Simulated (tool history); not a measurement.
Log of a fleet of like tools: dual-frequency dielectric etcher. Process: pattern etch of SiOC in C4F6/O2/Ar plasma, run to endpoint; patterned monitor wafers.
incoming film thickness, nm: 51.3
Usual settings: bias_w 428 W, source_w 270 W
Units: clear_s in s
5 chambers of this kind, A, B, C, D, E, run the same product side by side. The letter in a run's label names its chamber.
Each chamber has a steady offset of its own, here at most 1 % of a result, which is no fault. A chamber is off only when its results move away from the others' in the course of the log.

run   hour  bias_w  source_w  clear_s
       8.2  -- chamber C: wet clean of the chamber
 1D    9.6     428       270   21.276
      10.0  -- chamber E: bias power generator calibrated
 2C   14.8     428       270   21.478
 3A   22.4     428       270   21.249
 4B   33.4     428       270   21.114
 5E   43.5     428       270   21.147
 6A   54.6     428       270   21.153
 7D   65.8     428       270   20.910
 8B   73.6     428       300   20.517
 9C   84.8     428       300   20.360
10E   96.4     428       300   20.165
11D  108.0     428       300   20.033
12A  114.1     428       300   20.338
     117.4  -- chamber E: wet clean of the chamber
13B  125.8     428       270   21.352
14C  131.2     428       270   21.283
15E  139.7     428       320   18.779
16C  151.5     428       320   19.980
17B  158.3     428       320   19.934
18E  167.3     428       320   18.863
19D  177.9     428       320   19.606
20A  183.0     428       270   21.348
21C  193.7     428       270   21.406
22A  201.4     428       270   21.176
23E  208.1     428       270   20.147
24D  214.7     428       270   21.049
25B  221.3     428       290   20.676
26E  232.2     428       290   19.670
     236.0  -- chamber B: wet clean of the chamber
27C  242.7     428       290   20.828
28D  250.7     428       290   20.288
29A  258.6     428       290   20.593
30B  265.0     428       270   21.032
31C  271.1     428       270   21.436
32B  281.7     428       270   21.065
33D  292.5     428       270   20.808
34E  299.5     428       270   20.289
35A  311.2     428       270   21.217
36A  319.0     428       270   21.152
37D  326.0     428       270   20.906
38B  335.3     428       270   20.988
39E  346.8     428       220   21.687

Is one chamber off against the others, does the gauge drift, or is nothing wrong? If a chamber is off, say which, and what the likeliest cause is.

A service left chamber E off against the others.
Cause: etch rate over this chamber's usual, % = 4.1.

Here are 4 candidates for chamber E's next run, each the usual settings with a change, their results left as question marks. Which one brings its results back in line with what the others give on the usual settings?
In line means no further than this from the other chambers' mean on the usual settings: clear_s 0.430 s
40E-1  355.2     441       270        ?
40E-2  355.2     422       270        ?
40E-3  355.2     482       270        ?
40E-4  355.2     374       270        ?

The other chambers' mean on the usual settings: clear_s 21.131 s
  run  clear_s
40E-1   19.959
40E-2   20.294
40E-3   19.292
40E-4   21.233
40E-4 brings the chamber back in line.
